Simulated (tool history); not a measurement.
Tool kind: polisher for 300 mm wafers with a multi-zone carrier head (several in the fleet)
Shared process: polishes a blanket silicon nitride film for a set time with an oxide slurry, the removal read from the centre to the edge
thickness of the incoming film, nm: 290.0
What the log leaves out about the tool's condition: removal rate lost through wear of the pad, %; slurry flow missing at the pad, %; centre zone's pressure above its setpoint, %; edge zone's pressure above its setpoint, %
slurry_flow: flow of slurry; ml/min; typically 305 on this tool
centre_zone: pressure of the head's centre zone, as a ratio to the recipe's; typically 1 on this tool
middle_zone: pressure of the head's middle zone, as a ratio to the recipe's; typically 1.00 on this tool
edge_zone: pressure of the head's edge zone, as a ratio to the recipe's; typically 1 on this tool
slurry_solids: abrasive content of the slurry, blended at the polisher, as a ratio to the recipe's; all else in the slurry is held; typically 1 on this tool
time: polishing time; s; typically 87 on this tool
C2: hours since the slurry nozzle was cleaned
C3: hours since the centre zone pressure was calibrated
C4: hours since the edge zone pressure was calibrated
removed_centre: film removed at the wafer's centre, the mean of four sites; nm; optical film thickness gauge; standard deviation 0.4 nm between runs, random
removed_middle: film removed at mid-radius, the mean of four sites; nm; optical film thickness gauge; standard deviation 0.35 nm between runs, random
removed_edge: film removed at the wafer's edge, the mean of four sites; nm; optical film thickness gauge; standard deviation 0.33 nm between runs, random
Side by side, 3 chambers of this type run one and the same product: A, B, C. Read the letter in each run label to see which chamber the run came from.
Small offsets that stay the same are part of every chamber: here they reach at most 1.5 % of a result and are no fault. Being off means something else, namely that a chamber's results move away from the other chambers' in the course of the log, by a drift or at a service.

run 1A hour=8.4 | slurry_flow=305 centre_zone=1 middle_zone=1.00 edge_zone=1 slurry_solids=1 time=87 | wafers_polished_on_this_pad=428 C2=76.7 C3=219.9 C4=415.4 | removed_centre=36.938 removed_middle=37.303 removed_edge=37.653
run 2C hour=18.5 | slurry_flow=305 centre_zone=1 middle_zone=1.00 edge_zone=1 slurry_solids=1 time=87 | wafers_polished_on_this_pad=834 C2=648.6 C3=1177.6 C4=136.2 | removed_centre=36.827 removed_middle=36.317 removed_edge=36.292
run 3B hour=25.8 | slurry_flow=305 centre_zone=1 middle_zone=1.00 edge_zone=1 slurry_solids=1 time=87 | wafers_polished_on_this_pad=659 C2=336.2 C3=167.0 C4=458.2 | removed_centre=37.027 removed_middle=36.695 removed_edge=36.571
run 4A hour=32.4 | slurry_flow=305 centre_zone=1 middle_zone=1.00 edge_zone=1 slurry_solids=1 time=87 | wafers_polished_on_this_pad=688 C2=100.7 C3=243.9 C4=439.4 | removed_centre=36.997 removed_middle=36.828 removed_edge=37.601
-- hour=32.8 chamber B: slurry nozzle cleaned
run 5C hour=40.1 | slurry_flow=305 centre_zone=1 middle_zone=1.00 edge_zone=1 slurry_solids=1 time=87 | wafers_polished_on_this_pad=1068 C2=670.2 C3=1199.2 C4=157.8 | removed_centre=36.663 removed_middle=35.609 removed_edge=35.861
-- hour=43.5 chamber A: worn pad replaced by a new one
run 6B hour=50.2 | slurry_flow=305 centre_zone=1 middle_zone=1.00 edge_zone=1 slurry_solids=1 time=87 | wafers_polished_on_this_pad=923 C2=17.5 C3=191.4 C4=482.6 | removed_centre=37.211 removed_middle=36.401 removed_edge=37.154
run 7B hour=55.9 | slurry_flow=305 centre_zone=1 middle_zone=1.00 edge_zone=1 slurry_solids=1 time=87 | wafers_polished_on_this_pad=984 C2=23.2 C3=197.1 C4=488.3 | removed_centre=36.253 removed_middle=36.893 removed_edge=36.550
run 8C hour=61.9 | slurry_flow=305 centre_zone=1 middle_zone=1.00 edge_zone=1 slurry_solids=1 time=87 | wafers_polished_on_this_pad=1304 C2=692.0 C3=1221.0 C4=179.6 | removed_centre=35.641 removed_middle=35.031 removed_edge=35.633
-- hour=63.0 chamber B: worn pad replaced by a new one
-- hour=66.4 chamber A: edge zone pressure recalibrated
run 9A hour=72.0 | slurry_flow=305 centre_zone=1 middle_zone=1.00 edge_zone=1 slurry_solids=1 time=87 | wafers_polished_on_this_pad=309 C2=140.3 C3=283.5 C4=5.6 | removed_centre=37.034 removed_middle=37.137 removed_edge=37.542
run 10B hour=77.3 | slurry_flow=305 centre_zone=1 middle_zone=1.00 edge_zone=1 slurry_solids=1 time=87 | wafers_polished_on_this_pad=155 C2=44.6 C3=218.5 C4=509.7 | removed_centre=36.834 removed_middle=37.029 removed_edge=37.216
run 11C hour=83.4 | slurry_flow=305 centre_zone=1 middle_zone=1.00 edge_zone=1 slurry_solids=1 time=87 | wafers_polished_on_this_pad=1536 C2=713.5 C3=1242.5 C4=201.1 | removed_centre=35.096 removed_middle=34.609 removed_edge=34.537
run 12A hour=92.6 | slurry_flow=305 centre_zone=1 middle_zone=1.00 edge_zone=1 slurry_solids=1 time=87 | wafers_polished_on_this_pad=532 C2=160.9 C3=304.1 C4=26.2 | removed_centre=37.355 removed_middle=37.219 removed_edge=37.759
run 13C hour=99.2 | slurry_flow=305 centre_zone=1 middle_zone=1.00 edge_zone=1 slurry_solids=1 time=87 | wafers_polished_on_this_pad=1707 C2=729.3 C3=1258.3 C4=216.9 | removed_centre=34.350 removed_middle=34.957 removed_edge=34.199
run 14A hour=108.0 | slurry_flow=305 centre_zone=1 middle_zone=1.00 edge_zone=1 slurry_solids=1 time=87 | wafers_polished_on_this_pad=698 C2=176.3 C3=319.5 C4=41.6 | removed_centre=37.093 removed_middle=36.358 removed_edge=36.809
run 15B hour=117.1 | slurry_flow=305 centre_zone=1 middle_zone=1.00 edge_zone=1 slurry_solids=1 time=87 | wafers_polished_on_this_pad=586 C2=84.4 C3=258.3 C4=549.5 | removed_centre=36.238 removed_middle=37.407 removed_edge=37.007
run 16B hour=124.5 | slurry_flow=305 centre_zone=1 middle_zone=1.00 edge_zone=1 slurry_solids=1 time=87 | wafers_polished_on_this_pad=666 C2=91.8 C3=265.7 C4=556.9 | removed_centre=37.103 removed_middle=37.433 removed_edge=36.739
-- hour=126.5 chamber A: worn pad replaced by a new one
run 17A hour=131.9 | slurry_flow=305 centre_zone=1 middle_zone=1.00 edge_zone=1 slurry_solids=1 time=87 | wafers_polished_on_this_pad=58 C2=200.2 C3=343.4 C4=65.5 | removed_centre=36.585 removed_middle=36.833 removed_edge=37.040
run 18C hour=140.6 | slurry_flow=305 centre_zone=1 middle_zone=1.00 edge_zone=1 slurry_solids=1 time=87 | wafers_polished_on_this_pad=2155 C2=770.7 C3=1299.7 C4=258.3 | removed_centre=33.453 removed_middle=33.631 removed_edge=33.180
run 19A hour=146.7 | slurry_flow=305 centre_zone=1 middle_zone=1.00 edge_zone=1 slurry_solids=1 time=87 | wafers_polished_on_this_pad=218 C2=215.0 C3=358.2 C4=80.3 | removed_centre=36.508 removed_middle=37.126 removed_edge=37.503
run 20B hour=152.8 | slurry_flow=305 centre_zone=1 middle_zone=1.00 edge_zone=1 slurry_solids=1 time=87 | wafers_polished_on_this_pad=972 C2=120.1 C3=294.0 C4=585.2 | removed_centre=36.936 removed_middle=36.760 removed_edge=36.920
run 21C hour=163.9 | slurry_flow=305 centre_zone=1 middle_zone=1.00 edge_zone=1 slurry_solids=1 time=87 | wafers_polished_on_this_pad=2408 C2=794.0 C3=1323.0 C4=281.6 | removed_centre=33.270 removed_middle=32.854 removed_edge=32.860

Is one chamber off against the others, does the gauge drift, or is nothing wrong? If a chamber is off, say which, and what the likeliest cause is.

It is chamber C that slowly wanders off from its peers.
Cause: removal rate lost through wear of the pad, % = 10.8.

Below are 4 candidate recipes for chamber C's next run, each the usual settings with a change, their results shown as question marks. Which of them brings C's results back in line with what the other chambers give on the usual settings?
Counts as in line when no further than this from what the other chambers average on the usual settings: removed_centre 1.400 nm; removed_middle 1.200 nm; removed_edge 1.200 nm
run 22C-1 hour=172.0 | slurry_flow=305 centre_zone=1.00 middle_zone=1.00 edge_zone=1.00 slurry_solids=1.00 time=92 | removed_centre=? removed_middle=? removed_edge=?
run 22C-2 hour=172.0 | slurry_flow=305 centre_zone=1.01 middle_zone=1.00 edge_zone=0.99 slurry_solids=0.95 time=79 | removed_centre=? removed_middle=? removed_edge=?
run 22C-3 hour=172.0 | slurry_flow=305 centre_zone=1.00 middle_zone=1.00 edge_zone=1.00 slurry_solids=1.00 time=82 | removed_centre=? removed_middle=? removed_edge=?
run 22C-4 hour=172.0 | slurry_flow=305 centre_zone=1.00 middle_zone=1.01 edge_zone=1.00 slurry_solids=1.05 time=96 | removed_centre=? removed_middle=? removed_edge=?

The mean the other chambers reach with the usual settings: removed_centre 37.021 nm; removed_middle 36.937 nm; removed_edge 37.053 nm
run=22C-1 removed_centre=34.918 removed_middle=34.590 removed_edge=34.747
run=22C-2 removed_centre=29.605 removed_middle=29.010 removed_edge=28.989
run=22C-3 removed_centre=31.122 removed_middle=30.831 removed_edge=30.970
run=22C-4 removed_centre=37.242 removed_middle=37.228 removed_edge=37.051
The right change is 22C-4: it brings the chamber back within the allowed miss of the others.
